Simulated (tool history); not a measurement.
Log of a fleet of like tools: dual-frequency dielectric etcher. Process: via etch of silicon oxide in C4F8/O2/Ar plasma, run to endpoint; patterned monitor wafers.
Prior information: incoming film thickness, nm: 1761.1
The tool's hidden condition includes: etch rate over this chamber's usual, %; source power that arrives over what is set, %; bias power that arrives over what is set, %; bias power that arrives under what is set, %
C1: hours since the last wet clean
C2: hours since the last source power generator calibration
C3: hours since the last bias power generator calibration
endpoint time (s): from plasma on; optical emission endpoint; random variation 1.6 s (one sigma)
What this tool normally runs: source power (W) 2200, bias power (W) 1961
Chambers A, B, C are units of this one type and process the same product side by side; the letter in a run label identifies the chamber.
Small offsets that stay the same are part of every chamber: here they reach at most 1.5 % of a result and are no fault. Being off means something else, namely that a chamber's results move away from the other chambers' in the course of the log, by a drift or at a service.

Run 1C, hour 8.6: usual settings; C1 174.8; C2 1089.9; C3 765.3. Result: endpoint time (s) 336.28.
Run 2B, hour 18.4: usual settings; C1 391.2; C2 2909.7; C3 210.7. Result: endpoint time (s) 334.52.
Run 3A, hour 23.8: usual settings; C1 155.1; C2 154.6; C3 378.9. Result: endpoint time (s) 339.35.
Run 4B, hour 30.9: usual settings; C1 403.7; C2 2922.2; C3 223.2. Result: endpoint time (s) 339.14.
Run 5A, hour 36.2: usual settings but source power (W) 1780, bias power (W) 1531; C1 167.5; C2 167; C3 391.3. Result: endpoint time (s) 395.82.
Run 6C, hour 46.4: usual settings but source power (W) 1780, bias power (W) 1531; C1 212.6; C2 1127.7; C3 803.1. Result: endpoint time (s) 390.24.
Run 7B, hour 54.1: usual settings but source power (W) 1780, bias power (W) 1531; C1 426.9; C2 2945.4; C3 246.4. Result: endpoint time (s) 389.23.
Run 8A, hour 61.1: usual settings but source power (W) 1800, bias power (W) 1489; C1 192.4; C2 191.9; C3 416.2. Result: endpoint time (s) 394.53.
Run 9C, hour 72: usual settings but source power (W) 1800, bias power (W) 1489; C1 238.2; C2 1153.3; C3 828.7. Result: endpoint time (s) 393.5.
Run 10B, hour 82.6: usual settings but source power (W) 1800, bias power (W) 1489; C1 455.4; C2 2973.9; C3 274.9. Result: endpoint time (s) 394.57.
Run 11C, hour 91.9: usual settings; C1 258.1; C2 1173.2; C3 848.6. Result: endpoint time (s) 337.86.
Run 12A, hour 100.8: usual settings; C1 232.1; C2 231.6; C3 455.9. Result: endpoint time (s) 341.04.
Run 13B, hour 110.9: usual settings; C1 483.7; C2 3002.2; C3 303.2. Result: endpoint time (s) 334.49.
Run 14C, hour 119.3: usual settings; C1 285.5; C2 1200.6; C3 876. Result: endpoint time (s) 335.67.
At hour 121.6: chamber B: wet clean of the chamber.
Run 15A, hour 125.6: usual settings; C1 256.9; C2 256.4; C3 480.7. Result: endpoint time (s) 340.58.
Run 16C, hour 133.3: usual settings; C1 299.5; C2 1214.6; C3 890. Result: endpoint time (s) 337.9.
Run 17B, hour 141: usual settings but source power (W) 2410, bias power (W) 1590; C1 19.5; C2 3032.3; C3 333.3. Result: endpoint time (s) 325.2.
Run 18A, hour 149.6: usual settings but source power (W) 2410, bias power (W) 1590; C1 280.9; C2 280.4; C3 504.7. Result: endpoint time (s) 348.45.
Run 19C, hour 159.2: usual settings but source power (W) 2410, bias power (W) 1590; C1 325.4; C2 1240.5; C3 915.9. Result: endpoint time (s) 345.12.
Run 20A, hour 164.4: usual settings; C1 295.7; C2 295.2; C3 519.5. Result: endpoint time (s) 340.66.
Run 21B, hour 170.1: usual settings; C1 48.6; C2 3061.4; C3 362.4. Result: endpoint time (s) 320.95.
Run 22A, hour 175.6: usual settings; C1 306.9; C2 306.4; C3 530.7. Result: endpoint time (s) 341.8.
Run 23B, hour 181.2: usual settings; C1 59.7; C2 3072.5; C3 373.5. Result: endpoint time (s) 322.83.
Run 24C, hour 187.6: usual settings; C1 353.8; C2 1268.9; C3 944.3. Result: endpoint time (s) 335.46.
Run 25A, hour 196.5: usual settings; C1 327.8; C2 327.3; C3 551.6. Result: endpoint time (s) 338.16.
Run 26C, hour 206: usual settings; C1 372.2; C2 1287.3; C3 962.7. Result: endpoint time (s) 337.12.
Run 27B, hour 211.1: usual settings; C1 89.6; C2 3102.4; C3 403.4. Result: endpoint time (s) 321.3.
Run 28C, hour 220.8: usual settings but source power (W) 1770, bias power (W) 1760; C1 387; C2 1302.1; C3 977.5. Result: endpoint time (s) 377.65.
Run 29A, hour 227.5: usual settings but source power (W) 1770, bias power (W) 1760; C1 358.8; C2 358.3; C3 582.6. Result: endpoint time (s) 379.85.
Run 30B, hour 237.1: usual settings but source power (W) 1770, bias power (W) 1760; C1 115.6; C2 3128.4; C3 429.4. Result: endpoint time (s) 361.72.
At hour 245.9: chamber C: wet clean of the chamber.
Run 31A, hour 246.4: usual settings but source power (W) 2660, bias power (W) 1540; C1 377.7; C2 377.2; C3 601.5. Result: endpoint time (s) 336.68.
At hour 252.1: chamber A: wet clean of the chamber.
Run 32B, hour 252.2: usual settings but source power (W) 2660, bias power (W) 1540; C1 130.7; C2 3143.5; C3 444.5. Result: endpoint time (s) 318.5.
Run 33C, hour 259.8: usual settings but source power (W) 2660, bias power (W) 1540; C1 14; C2 1341.1; C3 1016.5. Result: endpoint time (s) 333.34.
Run 34C, hour 267.6: usual settings; C1 21.8; C2 1348.9; C3 1024.3. Result: endpoint time (s) 336.58.
Run 35B, hour 273.7: usual settings; C1 152.2; C2 3165; C3 466. Result: endpoint time (s) 322.34.
Run 36A, hour 284: usual settings; C1 31.9; C2 414.8; C3 639.1. Result: endpoint time (s) 341.05.
Run 37A, hour 295: usual settings; C1 42.9; C2 425.8; C3 650.1. Result: endpoint time (s) 340.21.
Run 38C, hour 303.6: usual settings; C1 57.8; C2 1384.9; C3 1060.3. Result: endpoint time (s) 340.71.
Run 39B, hour 309.3: usual settings; C1 187.8; C2 3200.6; C3 501.6. Result: endpoint time (s) 323.02.
Run 40A, hour 316.4: usual settings; C1 64.3; C2 447.2; C3 671.5. Result: endpoint time (s) 338.72.

Does one chamber stand apart from the rest, does the shared gauge drift, or is all well apart from small per-chamber offsets? Give the chamber and the most likely cause, where there is one.

After it was serviced, chamber B no longer matches the other chambers.
Cause: etch rate over this chamber's usual, % = 4.35.

Which of the 4 candidates below, each the usual settings with something changed and its results left as question marks, puts chamber B back in line with what the other chambers give on the usual settings?
Maximum distance from the other chambers' mean on the usual settings for a result to count as in line: endpoint time (s) 5.7
Run 41B-1, hour 324.2: usual settings but source power (W) 1750. Result: endpoint time (s) ?.
Run 41B-2, hour 324.2: usual settings but source power (W) 2010, bias power (W) 1842. Result: endpoint time (s) ?.
Run 41B-3, hour 324.2: usual settings but source power (W) 2550, bias power (W) 2184. Result: endpoint time (s) ?.
Run 41B-4, hour 324.2: usual settings but source power (W) 2390, bias power (W) 2080. Result: endpoint time (s) ?.

Average result of the remaining chambers running the usual settings: endpoint time (s) 338.57
  run  endpoint time (s)
41B-1             352.56
41B-2             339.65
41B-3             294.03
41B-4             306.03
41B-2 is the one that brings the chamber's results back in line with the other chambers.
